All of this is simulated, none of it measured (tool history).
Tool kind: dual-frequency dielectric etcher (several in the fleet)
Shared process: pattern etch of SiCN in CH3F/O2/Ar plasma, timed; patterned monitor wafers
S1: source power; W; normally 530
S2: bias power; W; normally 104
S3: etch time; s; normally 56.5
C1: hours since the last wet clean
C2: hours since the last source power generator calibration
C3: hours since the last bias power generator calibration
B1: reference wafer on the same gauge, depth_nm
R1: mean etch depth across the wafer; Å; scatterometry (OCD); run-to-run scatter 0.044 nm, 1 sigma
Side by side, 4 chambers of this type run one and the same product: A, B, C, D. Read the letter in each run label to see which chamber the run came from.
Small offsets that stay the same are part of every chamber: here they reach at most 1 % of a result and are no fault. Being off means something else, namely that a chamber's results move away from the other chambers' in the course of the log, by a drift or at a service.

| run | hour | S1 | S2 | S3 | C1 | C2 | C3 | B1 | R1 |
|---|---|---|---|---|---|---|---|---|---|
| 1A | 15.4 | 530 | 104 | 56.5 | 203.8 | 3353.0 | 1726.2 | 27.186 | 267.49 |
| 2D | 27.5 | 530 | 104 | 56.5 | 97.8 | 1024.0 | 2820.8 | 27.183 | 270.91 |
| 3B | 39.4 | 530 | 104 | 56.5 | 396.9 | 2762.8 | 736.6 | 27.183 | 268.97 |
| 4C | 50.7 | 530 | 104 | 56.5 | 242.2 | 988.9 | 3253.8 | 27.173 | 270.67 |
|  | 58.5 | chamber B: wet clean of the chamber |
| 5D | 60.2 | 530 | 104 | 56.5 | 130.5 | 1056.7 | 2853.5 | 27.169 | 271.30 |
| 6B | 68.0 | 530 | 104 | 56.5 | 9.5 | 2791.4 | 765.2 | 27.150 | 268.87 |
| 7C | 75.3 | 660 | 104 | 42.5 | 266.8 | 1013.5 | 3278.4 | 27.162 | 220.77 |
| 8A | 90.3 | 660 | 104 | 42.5 | 278.7 | 3427.9 | 1801.1 | 27.149 | 217.60 |
| 9A | 99.8 | 660 | 104 | 42.5 | 288.2 | 3437.4 | 1810.6 | 27.154 | 217.83 |
| 10D | 111.9 | 660 | 104 | 42.5 | 182.2 | 1108.4 | 2905.2 | 27.143 | 221.12 |
| 11B | 126.5 | 530 | 104 | 56.5 | 68.0 | 2849.9 | 823.7 | 27.129 | 268.73 |
| 12C | 134.4 | 530 | 120 | 70.5 | 325.9 | 1072.6 | 3337.5 | 27.139 | 356.27 |
| 13D | 148.7 | 530 | 120 | 70.5 | 219.0 | 1145.2 | 2942.0 | 27.137 | 357.49 |
| 14A | 162.1 | 530 | 120 | 70.5 | 350.5 | 3499.7 | 1872.9 | 27.128 | 349.90 |
| 15C | 170.9 | 530 | 120 | 70.5 | 362.4 | 1109.1 | 3374.0 | 27.133 | 356.06 |
| 16B | 182.4 | 530 | 104 | 56.5 | 123.9 | 2905.8 | 879.6 | 27.112 | 268.14 |
| 17D | 192.8 | 530 | 104 | 56.5 | 263.1 | 1189.3 | 2986.1 | 27.109 | 269.95 |
| 18C | 205.7 | 530 | 104 | 56.5 | 397.2 | 1143.9 | 3408.8 | 27.108 | 270.31 |
| 19B | 213.7 | 530 | 104 | 56.5 | 155.2 | 2937.1 | 910.9 | 27.098 | 268.60 |
| 20A | 226.0 | 530 | 104 | 56.5 | 414.4 | 3563.6 | 1936.8 | 27.090 | 266.29 |
| 21A | 237.6 | 530 | 104 | 56.5 | 426.0 | 3575.2 | 1948.4 | 27.079 | 265.55 |
| 22C | 252.5 | 530 | 104 | 56.5 | 444.0 | 1190.7 | 3455.6 | 27.075 | 269.72 |
| 23B | 261.5 | 530 | 104 | 56.5 | 203.0 | 2984.9 | 958.7 | 27.084 | 267.41 |
| 24D | 270.7 | 530 | 104 | 56.5 | 341.0 | 1267.2 | 3064.0 | 27.073 | 270.63 |
| 25D | 278.0 | 530 | 104 | 56.5 | 348.3 | 1274.5 | 3071.3 | 27.066 | 269.06 |
|  | 291.6 | chamber D: bias power generator calibrated |
| 26B | 292.1 | 530 | 104 | 56.5 | 233.6 | 3015.5 | 989.3 | 27.063 | 267.16 |
| 27C | 300.3 | 530 | 104 | 56.5 | 491.8 | 1238.5 | 3503.4 | 27.053 | 270.21 |
| 28A | 312.4 | 530 | 104 | 56.5 | 500.8 | 3650.0 | 2023.2 | 27.050 | 265.84 |
| 29D | 323.3 | 530 | 104 | 56.5 | 393.6 | 1319.8 | 31.8 | 27.046 | 268.83 |
| 30B | 331.3 | 530 | 104 | 56.5 | 272.8 | 3054.7 | 1028.5 | 27.025 | 267.35 |
| 31C | 347.2 | 530 | 104 | 56.5 | 538.7 | 1285.4 | 3550.3 | 27.035 | 268.97 |
| 32A | 358.9 | 530 | 104 | 56.5 | 547.3 | 3696.5 | 2069.7 | 27.027 | 265.44 |
| 33B | 367.4 | 530 | 104 | 56.5 | 308.9 | 3090.8 | 1064.6 | 27.028 | 267.67 |

Next, every chamber runs the same settings. What will each give?
| 34A | 379.0 | 530 | 104 | 40.5 |  |  |  |  | ? |
| 34B | 379.0 | 530 | 104 | 40.5 |  |  |  |  | ? |
| 34C | 379.0 | 530 | 104 | 40.5 |  |  |  |  | ? |
| 34D | 379.0 | 530 | 104 | 40.5 |  |  |  |  | ? |

| run | R1 |
|---|---|
| 34A | 190.27 |
| 34B | 191.10 |
| 34C | 193.25 |
| 34D | 192.94 |

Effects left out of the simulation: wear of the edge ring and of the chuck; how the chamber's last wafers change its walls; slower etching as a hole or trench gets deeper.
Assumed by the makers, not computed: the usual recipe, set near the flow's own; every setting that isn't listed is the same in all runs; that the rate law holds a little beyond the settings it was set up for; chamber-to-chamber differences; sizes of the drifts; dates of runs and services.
